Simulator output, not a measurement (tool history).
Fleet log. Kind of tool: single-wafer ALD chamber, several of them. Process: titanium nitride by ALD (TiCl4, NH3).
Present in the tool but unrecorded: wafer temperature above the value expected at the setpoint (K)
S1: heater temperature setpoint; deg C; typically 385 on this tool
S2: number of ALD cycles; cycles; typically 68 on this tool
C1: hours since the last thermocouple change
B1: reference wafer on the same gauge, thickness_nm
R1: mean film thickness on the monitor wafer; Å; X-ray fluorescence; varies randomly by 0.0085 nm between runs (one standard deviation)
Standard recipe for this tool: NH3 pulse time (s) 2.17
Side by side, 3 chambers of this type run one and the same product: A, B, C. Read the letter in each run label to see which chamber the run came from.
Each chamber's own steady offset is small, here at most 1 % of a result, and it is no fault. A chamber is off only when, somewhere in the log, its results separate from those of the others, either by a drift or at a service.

run 1A day=0.342 | S1=385 S2=68 NH3_pulse_time_(s)=2.17 | C1=1161.1 | B1=1.4411 | R1=14.778
run 2C day=0.567 | S1=385 S2=68 NH3_pulse_time_(s)=2.17 | C1=2316.7 | B1=1.4409 | R1=14.759
run 3B day=0.9 | S1=385 S2=68 NH3_pulse_time_(s)=2.17 | C1=777.8 | B1=1.4386 | R1=14.865
run 4A day=1.121 | S1=385 S2=68 NH3_pulse_time_(s)=2.17 | C1=1179.8 | B1=1.4403 | R1=15.007
run 5C day=1.367 | S1=385 S2=68 NH3_pulse_time_(s)=2.17 | C1=2335.9 | B1=1.4425 | R1=14.983
run 6B day=1.704 | S1=385 S2=68 NH3_pulse_time_(s)=2.17 | C1=797.1 | B1=1.4402 | R1=14.922
run 7A day=2.058 | S1=385 S2=68 NH3_pulse_time_(s)=2.17 | C1=1202.3 | B1=1.4398 | R1=14.916
run 8C day=2.429 | S1=385 S2=68 NH3_pulse_time_(s)=2.17 | C1=2361.4 | B1=1.4391 | R1=14.874
run 9B day=2.721 | S1=385 S2=68 NH3_pulse_time_(s)=2.17 | C1=821.5 | B1=1.4397 | R1=14.894
run 10A day=3.008 | S1=385 S2=68 NH3_pulse_time_(s)=2.17 | C1=1225.1 | B1=1.4376 | R1=15.061
run 11C day=3.338 | S1=385 S2=55 NH3_pulse_time_(s)=1.42 | C1=2383.2 | B1=1.4385 | R1=11.705
-- day=3.538 chamber C: thermocouple changed; heater temperature recalibrated
run 12B day=3.725 | S1=385 S2=55 NH3_pulse_time_(s)=1.42 | C1=845.6 | B1=1.4394 | R1=11.92
run 13A day=4.033 | S1=385 S2=55 NH3_pulse_time_(s)=1.42 | C1=1249.7 | B1=1.4395 | R1=11.818
run 14C day=4.392 | S1=385 S2=68 NH3_pulse_time_(s)=2.17 | C1=20.6 | B1=1.4391 | R1=14.911
run 15B day=4.6 | S1=385 S2=68 NH3_pulse_time_(s)=2.17 | C1=866.6 | B1=1.4395 | R1=14.903
run 16C day=4.8 | S1=385 S2=68 NH3_pulse_time_(s)=2.17 | C1=30.4 | B1=1.4416 | R1=15.085
run 17B day=5.133 | S1=385 S2=59 NH3_pulse_time_(s)=2.17 | C1=879.4 | B1=1.4404 | R1=12.856
run 18A day=5.475 | S1=385 S2=59 NH3_pulse_time_(s)=2.17 | C1=1284.3 | B1=1.4378 | R1=13.019
run 19B day=5.758 | S1=385 S2=59 NH3_pulse_time_(s)=2.17 | C1=894.4 | B1=1.4399 | R1=12.988
run 20C day=6.029 | S1=385 S2=68 NH3_pulse_time_(s)=2.17 | C1=59.9 | B1=1.4402 | R1=14.743
run 21A day=6.221 | S1=385 S2=68 NH3_pulse_time_(s)=2.17 | C1=1302.2 | B1=1.4388 | R1=14.802
run 22B day=6.604 | S1=385 S2=74 NH3_pulse_time_(s)=2.17 | C1=914.7 | B1=1.4401 | R1=16.264
run 23A day=6.804 | S1=385 S2=74 NH3_pulse_time_(s)=2.17 | C1=1316.2 | B1=1.4416 | R1=16.025
run 24C day=7.146 | S1=385 S2=74 NH3_pulse_time_(s)=2.17 | C1=86.7 | B1=1.4402 | R1=16.157
run 25C day=7.362 | S1=385 S2=68 NH3_pulse_time_(s)=2.17 | C1=91.9 | B1=1.4388 | R1=14.877
run 26B day=7.592 | S1=385 S2=68 NH3_pulse_time_(s)=2.17 | C1=938.4 | B1=1.4421 | R1=14.718
run 27A day=7.804 | S1=385 S2=68 NH3_pulse_time_(s)=2.17 | C1=1340.2 | B1=1.4404 | R1=14.957
run 28C day=8.129 | S1=385 S2=68 NH3_pulse_time_(s)=3.02 | C1=110.3 | B1=1.438 | R1=15.23
run 29A day=8.412 | S1=385 S2=68 NH3_pulse_time_(s)=3.02 | C1=1354.8 | B1=1.4397 | R1=15.263

Next, every chamber runs the same settings. What will each give?
run 30A day=8.717 | S1=385 S2=68 NH3_pulse_time_(s)=2.17 | R1=?
run 30B day=8.717 | S1=385 S2=68 NH3_pulse_time_(s)=2.17 | R1=?
run 30C day=8.717 | S1=385 S2=68 NH3_pulse_time_(s)=2.17 | R1=?

run=30A R1=14.995
run=30B R1=14.756
run=30C R1=14.84
